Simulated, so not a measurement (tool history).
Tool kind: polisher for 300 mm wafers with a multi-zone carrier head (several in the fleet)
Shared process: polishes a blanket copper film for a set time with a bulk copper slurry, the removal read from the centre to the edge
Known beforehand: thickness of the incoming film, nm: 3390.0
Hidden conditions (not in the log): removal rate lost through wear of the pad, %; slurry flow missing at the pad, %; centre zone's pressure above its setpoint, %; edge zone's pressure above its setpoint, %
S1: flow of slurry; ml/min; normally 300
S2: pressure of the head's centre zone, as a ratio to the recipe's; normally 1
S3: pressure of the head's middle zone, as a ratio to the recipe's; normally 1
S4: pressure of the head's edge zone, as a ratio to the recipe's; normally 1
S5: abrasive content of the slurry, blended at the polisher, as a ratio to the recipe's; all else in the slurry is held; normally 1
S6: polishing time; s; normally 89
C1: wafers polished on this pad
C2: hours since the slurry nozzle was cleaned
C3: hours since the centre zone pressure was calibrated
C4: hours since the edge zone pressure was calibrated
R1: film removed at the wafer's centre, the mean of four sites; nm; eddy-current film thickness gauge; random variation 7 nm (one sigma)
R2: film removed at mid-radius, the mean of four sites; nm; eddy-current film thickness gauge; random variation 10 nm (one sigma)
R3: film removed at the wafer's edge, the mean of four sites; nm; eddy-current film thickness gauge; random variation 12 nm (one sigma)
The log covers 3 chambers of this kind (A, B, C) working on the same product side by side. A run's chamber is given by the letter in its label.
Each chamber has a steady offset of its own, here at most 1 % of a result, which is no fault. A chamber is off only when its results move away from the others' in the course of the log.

| run | day | S1 | S2 | S3 | S4 | S5 | S6 | C1 | C2 | C3 | C4 | R1 | R2 | R3 |
|---|---|---|---|---|---|---|---|---|---|---|---|---|---|---|
| 1B | 0.175 | 300 | 1 | 1 | 1 | 1 | 89 | 543 | 28.1 | 44.8 | 1011.8 | 997.06 | 1008.8 | 990.47 |
|  | 0.271 | chamber C: edge zone pressure recalibrated |
| 2A | 0.408 | 300 | 1 | 1 | 1 | 1 | 89 | 190 | 230.8 | 574.8 | 442.9 | 1014.8 | 1010.4 | 1024.9 |
| 3C | 0.579 | 300 | 1 | 1 | 1 | 1 | 89 | 528 | 46.1 | 607.5 | 7.4 | 995.92 | 1000.5 | 1030.4 |
|  | 0.692 | chamber C: centre zone pressure recalibrated |
|  | 0.817 | chamber A: centre zone pressure recalibrated |
| 4A | 0.821 | 300 | 1 | 1 | 1 | 1 | 89 | 289 | 240.7 | 0.2 | 452.8 | 1006.1 | 1007 | 985.8 |
| 5B | 1.067 | 300 | 1 | 1 | 1 | 1 | 89 | 757 | 49.5 | 66.2 | 1033.2 | 997.02 | 1010.6 | 1008.5 |
| 6C | 1.275 | 300 | 1 | 1 | 1 | 1 | 89 | 695 | 62.8 | 14.1 | 24.1 | 1004.4 | 990.46 | 1018.1 |
| 7B | 1.45 | 300 | 1 | 1.05 | 1 | 1 | 89 | 849 | 58.7 | 75.4 | 1042.4 | 1001.9 | 1068.5 | 1017.5 |
| 8A | 1.596 | 300 | 1 | 1.05 | 1 | 1 | 89 | 475 | 259.3 | 18.8 | 471.4 | 1006.2 | 1066.5 | 996.97 |
| 9C | 1.808 | 300 | 1 | 1.05 | 1 | 1 | 89 | 823 | 75.6 | 26.9 | 36.9 | 1003.5 | 1042.8 | 1007.9 |
| 10C | 1.988 | 300 | 1 | 1 | 1 | 1 | 89 | 866 | 79.9 | 31.2 | 41.2 | 992.64 | 1009.4 | 1011.4 |
| 11A | 2.221 | 300 | 1 | 1 | 1 | 1 | 89 | 625 | 274.3 | 33.8 | 486.4 | 1002.5 | 1007.5 | 1002.6 |
|  | 2.225 | chamber A: worn pad replaced by a new one |
| 12B | 2.338 | 300 | 1 | 1 | 1 | 1 | 89 | 1062 | 80 | 96.7 | 1063.7 | 1004.7 | 1009.2 | 991.69 |
| 13B | 2.496 | 300 | 1 | 1 | 1 | 1 | 89 | 1100 | 83.8 | 100.5 | 1067.5 | 1016.5 | 1017.9 | 1004.6 |
|  | 2.688 | chamber B: worn pad replaced by a new one |
| 14A | 2.742 | 300 | 1 | 1 | 1 | 1 | 89 | 124 | 286.8 | 46.3 | 498.9 | 1015.9 | 1011.4 | 1030 |
| 15C | 2.975 | 300 | 1 | 1 | 1 | 1 | 89 | 1103 | 103.6 | 54.9 | 64.9 | 1002.5 | 985.8 | 998.29 |
| 16C | 3.208 | 300 | 1 | 1 | 1 | 1 | 89 | 1159 | 109.2 | 60.5 | 70.5 | 990.12 | 990.74 | 1006.9 |
|  | 3.396 | chamber C: worn pad replaced by a new one |
| 17A | 3.433 | 300 | 1 | 1 | 1 | 1 | 89 | 290 | 303.4 | 62.9 | 515.5 | 1014.8 | 1001.7 | 986.29 |
| 18B | 3.612 | 300 | 1 | 1 | 1 | 1 | 72 | 223 | 110.6 | 127.3 | 1094.3 | 812.7 | 813.84 | 826.94 |
| 19A | 3.771 | 300 | 1 | 1 | 1 | 1 | 72 | 371 | 311.5 | 71 | 523.6 | 823.87 | 801.57 | 800.32 |
| 20B | 3.904 | 300 | 1 | 1 | 1 | 1 | 72 | 293 | 117.6 | 134.3 | 1101.3 | 810.07 | 808.32 | 810.64 |
| 21C | 4.029 | 300 | 1 | 1 | 1 | 1 | 89 | 152 | 128.9 | 80.2 | 90.2 | 1007.3 | 1001.9 | 1025.1 |
| 22C | 4.238 | 300 | 1 | 1 | 1 | 1 | 89 | 202 | 133.9 | 85.2 | 95.2 | 996.87 | 1009.4 | 1004.8 |
| 23A | 4.425 | 300 | 1 | 1 | 1 | 1 | 89 | 528 | 327.2 | 86.7 | 539.3 | 1015.5 | 1002.6 | 997.01 |
| 24B | 4.592 | 300 | 1 | 1 | 1 | 1 | 89 | 458 | 134.1 | 150.8 | 1117.8 | 998.15 | 1019 | 1021.9 |
| 25A | 4.721 | 300 | 1 | 1 | 1 | 1 | 89 | 599 | 334.3 | 93.8 | 546.4 | 1012 | 1021.6 | 1018.3 |
| 26C | 4.954 | 300 | 1 | 1 | 1 | 1 | 89 | 374 | 151.1 | 102.4 | 112.4 | 1019.5 | 1018.2 | 1011.8 |
| 27B | 5.121 | 300 | 1 | 1 | 1 | 1 | 89 | 585 | 146.8 | 163.5 | 1130.5 | 1001.3 | 1006.2 | 999.47 |
|  | 5.208 | chamber A: worn pad replaced by a new one |
| 28A | 5.358 | 215 | 1.05 | 1 | 1 | 1 | 89 | 36 | 349.6 | 109.1 | 561.7 | 1021.1 | 962.14 | 991.64 |
| 29B | 5.525 | 215 | 1.05 | 1 | 1 | 1 | 89 | 682 | 156.5 | 173.2 | 1140.2 | 1022 | 976.58 | 983.41 |
| 30C | 5.688 | 215 | 1.05 | 1 | 1 | 1 | 89 | 550 | 168.7 | 120 | 130 | 1014 | 956.98 | 974.51 |
| 31C | 5.804 | 300 | 1 | 1 | 1 | 1 | 89 | 578 | 171.5 | 122.8 | 132.8 | 1007.1 | 1008.6 | 1020 |
| 32A | 6.029 | 300 | 1 | 1 | 1 | 1 | 107 | 197 | 365.7 | 125.2 | 577.8 | 1220.9 | 1213.4 | 1217.6 |
| 33B | 6.254 | 300 | 1 | 1 | 1 | 1 | 107 | 857 | 174 | 190.7 | 1157.7 | 1195 | 1185.1 | 1233.4 |

All 3 chambers run these settings next. Forecast each chamber's results:
| 34A | 6.429 | 300 | 1 | 1 | 1 | 0.9 | 89 |  |  |  |  | ? | ? | ? |
| 34B | 6.429 | 300 | 1 | 1 | 1 | 0.9 | 89 |  |  |  |  | ? | ? | ? |
| 34C | 6.429 | 300 | 1 | 1 | 1 | 0.9 | 89 |  |  |  |  | ? | ? | ? |

| run | R1 | R2 | R3 |
|---|---|---|---|
| 34A | 998.54 | 980.4 | 984.51 |
| 34B | 987.47 | 986.97 | 990.45 |
| 34C | 975.27 | 974.3 | 966.59 |
